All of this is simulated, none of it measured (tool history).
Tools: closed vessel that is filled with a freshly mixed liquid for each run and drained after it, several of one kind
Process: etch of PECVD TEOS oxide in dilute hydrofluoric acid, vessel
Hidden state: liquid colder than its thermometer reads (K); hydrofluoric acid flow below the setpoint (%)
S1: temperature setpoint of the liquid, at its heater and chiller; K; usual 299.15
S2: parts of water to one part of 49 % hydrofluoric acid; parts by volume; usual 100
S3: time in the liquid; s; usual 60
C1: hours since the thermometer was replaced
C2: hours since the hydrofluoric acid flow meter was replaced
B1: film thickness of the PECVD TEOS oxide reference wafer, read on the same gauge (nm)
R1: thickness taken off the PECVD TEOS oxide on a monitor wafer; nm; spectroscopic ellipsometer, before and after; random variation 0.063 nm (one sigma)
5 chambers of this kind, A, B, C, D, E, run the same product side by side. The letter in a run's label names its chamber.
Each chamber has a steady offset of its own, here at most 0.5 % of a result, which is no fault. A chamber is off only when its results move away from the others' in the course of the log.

run   hour      S1   S2  S3      C1      C2      B1       R1
 1A   10.4  299.15  100  60  1412.8   833.8  69.994  11.3180
 2C   18.9  299.15  100  60   174.5   440.9  70.021  11.1630
 3E   28.6  299.15  100  60   541.7   246.0  69.998  11.2180
 4B   40.4  299.15  100  60   263.1   160.4  70.024  11.1310
 5D   51.2  299.15  100  60   977.8   690.1  69.991  11.1070
 6A   56.7  299.15  100  60  1459.1   880.1  69.986  11.1620
 7C   65.5  299.15  100  60   221.1   487.5  69.988  11.0620
 8E   72.7  299.15  100  60   585.8   290.1  70.000  11.1490
 9B   84.3  299.15  100  60   307.0   204.3  69.990  11.1930
10D   94.7  299.15   55  50  1021.3   733.6  70.039  18.3050
      99.6  -- chamber D: hydrofluoric acid flow meter replaced
11A  102.7  299.15   55  50  1505.1   926.1  69.995  17.6380
12C  108.9  299.15   55  50   264.5   530.9  70.000  17.6480
13E  116.3  299.15   55  50   629.4   333.7  69.984  18.0810
14B  123.2  299.15   55  50   345.9   243.2  70.015  17.9590
15D  132.3  299.15  130  75  1058.9    32.8  69.974  10.4110
16C  137.7  299.15  130  75   293.3   559.7  69.984  10.4090
17D  147.9  299.15  130  75  1074.5    48.4  70.009  10.3870
18A  155.6  299.15  130  75  1558.0   979.0  70.028  10.3070
19B  161.5  299.15  130  75   384.2   281.5  69.989  10.3570
20E  169.3  299.15  100  60   682.4   386.7  69.955  11.0510
21A  175.8  299.15  135  70  1578.2   999.2  69.992   9.2454
22D  182.6  299.15  135  70  1109.2    83.1  70.010   9.1895
23B  194.0  299.15  135  70   416.7   314.0  69.978   9.3147
24C  203.2  299.15  135  70   358.8   625.2  70.033   9.2107
25E  213.5  299.15  135  70   726.6   430.9  70.005   9.0106
26D  218.7  299.15  100  60  1145.3   119.2  70.005  11.2300
27B  230.1  299.15  100  60   452.8   350.1  69.989  11.0910
28C  239.4  299.15  100  60   395.0   661.4  69.999  11.0620
29E  250.2  299.15  100  60   763.3   467.6  69.963  10.8120
30A  256.2  299.15  100  60  1658.6  1079.6  70.022  11.0890
31C  265.6  295.65   60  60   421.2   687.6  69.970  16.7800
32B  274.6  295.65   60  60   497.3   394.6  69.983  16.9440
33D  286.0  295.65   60  60  1212.6   186.5  70.006  17.0920
34A  294.6  295.65   60  60  1697.0  1118.0  69.980  16.8120
35E  302.9  295.65   60  60   816.0   520.3  70.023  16.4230
36E  308.5  303.15  100  60   821.6   525.9  69.982  12.3160
37D  316.1  303.15  100  60  1242.7   216.6  69.999  13.0310
38A  323.6  303.15  100  60  1726.0  1147.0  70.007  13.0830
39B  334.6  303.15  100  60   557.3   454.6  70.019  13.0400

What goes on in this fleet: one chamber off, a drifting gauge, or nothing beyond the chambers' own small offsets? Name the chamber and the cause, if any.

Chamber E drifts away from the others.
Cause: hydrofluoric acid flow below the setpoint (%) = 5.24.
The log may not tell that from: liquid colder than its thermometer reads (K).

Here are 4 candidates for chamber E's next run, each the usual settings with a change, their results left as question marks. Which one brings its results back in line with what the others give on the usual settings?
In line means no further than this from the other chambers' mean on the usual settings: R1 0.2200 nm
40E-1  343.3  299.15   95  60               ?
40E-2  343.3  298.65  100  60               ?
40E-3  343.3  299.65  100  60               ?
40E-4  343.3  299.15  105  60               ?

The other chambers' mean on the usual settings: R1 11.1620 nm
  run       R1
40E-1  11.2440
40E-2  10.4050
40E-3  10.8080
40E-4  10.0280
40E-1 brings the chamber back in line.

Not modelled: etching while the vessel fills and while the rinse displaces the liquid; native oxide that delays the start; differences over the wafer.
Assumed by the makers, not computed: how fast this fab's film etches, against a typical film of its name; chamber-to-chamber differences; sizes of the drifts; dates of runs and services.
